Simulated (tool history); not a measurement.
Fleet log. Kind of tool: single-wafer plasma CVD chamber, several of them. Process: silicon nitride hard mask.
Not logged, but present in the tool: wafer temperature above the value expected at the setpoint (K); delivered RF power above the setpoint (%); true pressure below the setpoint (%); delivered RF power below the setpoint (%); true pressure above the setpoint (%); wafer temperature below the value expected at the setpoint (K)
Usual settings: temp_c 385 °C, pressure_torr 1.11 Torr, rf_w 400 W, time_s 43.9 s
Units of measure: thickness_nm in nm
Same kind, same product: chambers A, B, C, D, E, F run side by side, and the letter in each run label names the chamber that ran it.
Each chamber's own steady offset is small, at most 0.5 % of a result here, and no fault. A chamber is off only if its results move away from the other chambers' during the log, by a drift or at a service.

run   hour  temp_c  pressure_torr  rf_w  time_s  hours since the last thermocouple change  hours since the last RF generator calibration  hours since the last manometer calibration  read-back reference wafer on the same gauge, thickness_nm  thickness_nm
       1.6  -- chamber D: RF generator calibrated
 1B    7.4     385           1.11   400    43.9                                     952.3                                          486.7                                      1797.9                                                     44.102        54.644
 2E   12.3     385           1.11   400    43.9                                     111.2                                          127.8                                       897.1                                                     44.090        54.332
 3C   19.7     385           1.11   400    43.9                                    2698.9                                         1734.1                                       244.1                                                     44.076        54.574
 4F   27.7     385           1.11   400    43.9                                     814.4                                          390.6                                      1898.7                                                     44.078        54.624
 5D   34.9     385           1.11   400    43.9                                     739.0                                           33.4                                       381.2                                                     44.070        54.715
 6A   41.0     385           1.11   400    43.9                                    1086.9                                          233.1                                       325.2                                                     44.074        54.478
 7A   49.6     385           1.11   400    43.9                                    1095.5                                          241.7                                       333.8                                                     44.053        54.487
 8D   57.2     385           1.11   400    43.9                                     761.3                                           55.7                                       403.5                                                     44.060        54.735
 9B   61.4     385           1.11   400    43.9                                    1006.3                                          540.7                                      1851.9                                                     44.055        54.680
10F   67.5     398           1.11   400    48.0                                     854.2                                          430.4                                      1938.5                                                     44.062        59.425
11C   74.3     398           1.11   400    48.0                                    2753.5                                         1788.7                                       298.7                                                     44.045        59.265
12E   81.5     398           1.11   400    48.0                                     180.4                                          197.0                                       966.3                                                     44.044        59.216
13F   89.7     398           1.11   400    48.0                                     876.4                                          452.6                                      1960.7                                                     44.035        59.298
14A   98.7     398           1.11   400    48.0                                    1144.6                                          290.8                                       382.9                                                     44.019        59.172
15E  107.1     398           1.11   400    48.0                                     206.0                                          222.6                                       991.9                                                     44.033        59.050
16C  111.2     385           1.11   400    43.9                                    2790.4                                         1825.6                                       335.6                                                     44.033        54.424
17B  118.7     385           1.11   400    43.9                                    1063.6                                          598.0                                      1909.2                                                     44.020        54.553
18D  127.8     385           1.11   400    43.9                                     831.9                                          126.3                                       474.1                                                     44.021        54.742
19F  136.5     385           1.11   400    43.9                                     923.2                                          499.4                                      2007.5                                                     44.011        54.507
20A  140.8     385           1.11   400    43.9                                    1186.7                                          332.9                                       425.0                                                     43.999        54.319
21D  146.0     385           1.11   400    43.9                                     850.1                                          144.5                                       492.3                                                     44.009        54.694
22C  154.0     385           1.11   400    50.7                                    2833.2                                         1868.4                                       378.4                                                     43.993        62.836
     159.3  -- chamber C: RF generator calibrated
23B  160.6     385           1.11   400    50.7                                    1105.5                                          639.9                                      1951.1                                                     43.997        62.908
24E  167.7     385           1.11   400    50.7                                     266.6                                          283.2                                      1052.5                                                     43.979        62.706
25F  172.4     385           1.11   400    50.7                                     959.1                                          535.3                                      2043.4                                                     43.988        63.086
26E  180.7     385           1.11   400    50.7                                     279.6                                          296.2                                      1065.5                                                     43.964        62.847
27A  184.9     385           1.11   400    50.7                                    1230.8                                          377.0                                       469.1                                                     43.974        62.725
28B  193.5     385           1.11   400    43.9                                    1138.4                                          672.8                                      1984.0                                                     43.966        54.540
29D  199.0     395           1.11   400    43.9                                     903.1                                          197.5                                       545.3                                                     43.973        54.417
30C  208.1     395           1.11   400    43.9                                    2887.3                                           48.9                                       432.5                                                     43.957        54.262
31A  215.3     395           1.11   400    43.9                                    1261.2                                          407.4                                       499.5                                                     43.949        54.077
32E  219.7     395           1.11   400    43.9                                     318.6                                          335.2                                      1104.5                                                     43.962        54.141
     224.4  -- chamber C: thermocouple changed; heater temperature recalibrated
33C  227.1     395           1.11   400    43.9                                       2.7                                           67.9                                       451.5                                                     43.950        53.997
34D  233.8     395           1.11   400    43.9                                     937.9                                          232.3                                       580.1                                                     43.940        54.286
35B  239.4     385           1.11   400    43.9                                    1184.3                                          718.7                                      2029.9                                                     43.939        54.491
36F  246.5     385           1.11   450    36.1                                    1033.2                                          609.4                                      2117.5                                                     43.932        48.002
37C  251.2     385           1.11   450    36.1                                      26.8                                           92.0                                       475.6                                                     43.932        47.831
38D  259.6     385           1.11   450    36.1                                     963.7                                          258.1                                       605.9                                                     43.913        47.965
39B  268.3     385           1.11   450    36.1                                    1213.2                                          747.6                                      2058.8                                                     43.921        47.874
40F  276.1     385           1.11   450    36.1                                    1062.8                                          639.0                                      2147.1                                                     43.924        47.995
41A  284.4     385           1.11   450    36.1                                    1330.3                                          476.5                                       568.6                                                     43.902        47.840
42E  289.6     385           1.11   400    43.9                                     388.5                                          405.1                                      1174.4                                                     43.906        54.314

Which is it: a chamber that has drifted or been left off by a service, a gauge drift common to all chambers, or only each chamber's usual small offset? If a chamber is off, name it and its likeliest cause.

The gauge drifts, so all chambers seem to drift together. No chamber is off.
Most likely cause: gauge reads low (%) = 0.461.
